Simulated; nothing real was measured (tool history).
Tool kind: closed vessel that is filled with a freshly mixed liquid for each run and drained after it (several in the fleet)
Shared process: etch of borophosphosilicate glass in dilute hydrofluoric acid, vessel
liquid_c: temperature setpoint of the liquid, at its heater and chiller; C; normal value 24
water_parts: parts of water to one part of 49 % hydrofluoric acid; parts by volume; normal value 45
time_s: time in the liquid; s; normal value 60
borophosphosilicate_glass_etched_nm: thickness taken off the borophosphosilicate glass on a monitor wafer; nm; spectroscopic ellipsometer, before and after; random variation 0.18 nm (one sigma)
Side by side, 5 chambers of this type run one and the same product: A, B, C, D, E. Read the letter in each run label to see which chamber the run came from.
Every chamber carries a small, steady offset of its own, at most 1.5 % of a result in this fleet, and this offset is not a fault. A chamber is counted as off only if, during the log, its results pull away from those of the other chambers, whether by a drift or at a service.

| run | hour | liquid_c | water_parts | time_s | read-back film thickness of the borophosphosilicate glass reference wafer, read on the same gauge (nm) | borophosphosilicate_glass_etched_nm |
|---|---|---|---|---|---|---|
| 1E | 2.6 | 24 | 45 | 60 | 90.011 | 55.336 |
| 2D | 5.7 | 24 | 45 | 60 | 89.975 | 56.041 |
| 3A | 8.3 | 24 | 45 | 60 | 90.001 | 55.702 |
| 4C | 10.9 | 24 | 45 | 60 | 90.033 | 56.038 |
| 5B | 15.3 | 24 | 45 | 60 | 90.026 | 56.502 |
| 6E | 17.9 | 24 | 45 | 60 | 90.029 | 55.53 |
| 7B | 20.2 | 24 | 45 | 60 | 90.008 | 56.754 |
| 8D | 24.2 | 24 | 45 | 60 | 89.998 | 56.303 |
|  | 28.2 | chamber D: thermometer replaced |
| 9C | 28.3 | 24 | 45 | 60 | 89.976 | 56.173 |
| 10A | 31.8 | 24 | 45 | 60 | 90.008 | 56.128 |
| 11D | 36.4 | 24 | 45 | 60 | 89.985 | 55.989 |
| 12B | 38.8 | 24 | 45 | 60 | 89.965 | 56.62 |
| 13E | 42.9 | 20.5 | 60 | 60 | 90.019 | 35.306 |
|  | 44.7 | chamber D: hydrofluoric acid flow meter replaced |
| 14A | 47.4 | 20.5 | 60 | 60 | 89.989 | 35.733 |
| 15C | 51.3 | 20.5 | 60 | 60 | 89.99 | 35.363 |
| 16C | 54 | 20.5 | 60 | 60 | 90.007 | 35.5 |
| 17A | 58.7 | 20.5 | 60 | 60 | 89.999 | 35.875 |
| 18E | 63.2 | 24 | 45 | 60 | 89.98 | 55.42 |
| 19B | 66.6 | 24 | 45 | 60 | 90.036 | 56.573 |
| 20D | 69.8 | 24 | 45 | 60 | 89.985 | 56.068 |
| 21E | 72.4 | 24 | 45 | 60 | 90 | 55.286 |
| 22D | 74.9 | 24 | 45 | 60 | 89.992 | 56.119 |
| 23C | 78.6 | 24 | 45 | 60 | 89.966 | 56.359 |
| 24B | 80.9 | 24 | 45 | 60 | 89.987 | 56.463 |
| 25A | 84.7 | 24 | 45 | 60 | 89.979 | 56.202 |
| 26D | 88.1 | 24 | 45 | 60 | 90.012 | 55.539 |
| 27C | 92.1 | 24 | 35 | 60 | 89.981 | 73.579 |
| 28B | 96.1 | 24 | 35 | 60 | 89.978 | 73.753 |
| 29E | 98.5 | 24 | 35 | 60 | 90.012 | 72.908 |
| 30A | 103.2 | 24 | 35 | 60 | 89.991 | 72.41 |
| 31A | 107.7 | 24 | 35 | 60 | 90.006 | 72.984 |
| 32B | 110 | 24 | 45 | 60 | 90.01 | 56.255 |
| 33D | 112.6 | 24 | 45 | 60 | 89.953 | 55.743 |
| 34E | 116.6 | 24 | 45 | 60 | 89.966 | 55.359 |
| 35C | 119.5 | 24 | 45 | 60 | 90.004 | 56.003 |
| 36D | 124.1 | 24 | 45 | 60 | 89.998 | 56.07 |
| 37E | 126.7 | 24 | 45 | 60 | 89.963 | 55.396 |
| 38B | 130.3 | 24 | 45 | 70 | 90 | 65.972 |
| 39C | 133.2 | 24 | 45 | 70 | 90.018 | 64.936 |
| 40A | 135.7 | 24 | 45 | 70 | 90.017 | 65.563 |
| 41B | 139 | 24 | 45 | 70 | 90.001 | 65.658 |
| 42E | 142.6 | 24 | 45 | 70 | 90.005 | 64.801 |

All 5 chambers run these settings next. Forecast each chamber's results:
| 43A | 146.2 | 24 | 45 | 60 |  | ? |
| 43B | 146.2 | 24 | 45 | 60 |  | ? |
| 43C | 146.2 | 24 | 45 | 60 |  | ? |
| 43D | 146.2 | 24 | 45 | 60 |  | ? |
| 43E | 146.2 | 24 | 45 | 60 |  | ? |

| run | borophosphosilicate_glass_etched_nm |
|---|---|
| 43A | 56.124 |
| 43B | 56.398 |
| 43C | 56.068 |
| 43D | 55.93 |
| 43E | 55.294 |
